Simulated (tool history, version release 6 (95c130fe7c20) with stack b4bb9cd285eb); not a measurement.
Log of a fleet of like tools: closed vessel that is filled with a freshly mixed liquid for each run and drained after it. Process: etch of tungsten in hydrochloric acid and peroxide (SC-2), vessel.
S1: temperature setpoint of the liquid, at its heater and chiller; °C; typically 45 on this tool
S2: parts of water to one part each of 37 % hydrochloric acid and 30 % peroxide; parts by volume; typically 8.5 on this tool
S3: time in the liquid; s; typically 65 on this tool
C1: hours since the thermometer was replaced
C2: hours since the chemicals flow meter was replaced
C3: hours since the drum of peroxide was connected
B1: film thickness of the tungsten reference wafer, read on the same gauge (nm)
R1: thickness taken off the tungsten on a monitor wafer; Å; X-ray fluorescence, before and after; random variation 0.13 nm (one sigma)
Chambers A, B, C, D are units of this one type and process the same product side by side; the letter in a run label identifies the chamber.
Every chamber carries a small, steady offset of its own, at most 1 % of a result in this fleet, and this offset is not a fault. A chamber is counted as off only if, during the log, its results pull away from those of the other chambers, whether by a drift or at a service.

run	hour	S1	S2	S3	C1	C2	C3	B1	R1
1D	3.6	45	8.5	65	48.3	891.2	528.1	130.02	155.860
2B	8.8	45	8.5	65	1749.7	639.9	654.8	130.02	156.260
3A	13.8	45	8.5	65	1880.5	850.2	767.2	130.01	155.670
4C	17.9	45	8.5	65	1085.6	62.8	798.6	129.95	155.330
5C	23.4	45	8.5	65	1091.1	68.3	804.1	130.01	156.120
6A	29.2	45	8.5	90	1895.9	865.6	782.6	130.02	215.360
7D	33.0	45	8.5	90	77.7	920.6	557.5	130.02	212.750
8B	36.9	45	8.5	90	1777.8	668.0	682.9	130.04	214.690
9B	41.0	45	8.5	90	1781.9	672.1	687.0	130.02	214.610
10C	45.5	45	8.5	65	1113.2	90.4	826.2	130.00	156.000
11A	50.1	45	8.5	65	1916.8	886.5	803.5	129.99	153.630
12D	55.4	45	8.5	65	100.1	943.0	579.9	129.99	154.300
13C	59.7	45	8.5	65	1127.4	104.6	840.4	129.96	155.680
14D	63.2	51	10.5	65	107.9	950.8	587.7	130.01	199.040
15B	66.9	51	10.5	65	1807.8	698.0	712.9	130.04	196.930
16A	71.3	51	10.5	65	1938.0	907.7	824.7	130.01	191.650
17D	76.6	51	10.5	65	121.3	964.2	601.1	130.04	197.810
18A	82.3	45	8.5	65	1949.0	918.7	835.7	130.00	155.210
19B	85.1	45	8.5	65	1826.0	716.2	731.1	130.01	154.660
20C	89.6	45	8.5	65	1157.3	134.5	870.3	130.01	156.910
21C	95.2	45	8.5	65	1162.9	140.1	875.9	129.99	155.340
22B	99.7	45	8.5	65	1840.6	730.8	745.7	129.96	152.460
23A	105.8	45	8.5	65	1972.5	942.2	859.2	130.01	156.200
24D	110.5	45	8.5	65	155.2	998.1	635.0	129.95	155.120
25C	114.9	45	8.5	65	1182.6	159.8	895.6	129.97	154.940

Next, every chamber runs the same settings. What will each give?
26A	119.3	45	8.5	35					?
26B	119.3	45	8.5	35					?
26C	119.3	45	8.5	35					?
26D	119.3	45	8.5	35					?

run	R1
26A	83.402
26B	82.898
26C	84.471
26D	84.496

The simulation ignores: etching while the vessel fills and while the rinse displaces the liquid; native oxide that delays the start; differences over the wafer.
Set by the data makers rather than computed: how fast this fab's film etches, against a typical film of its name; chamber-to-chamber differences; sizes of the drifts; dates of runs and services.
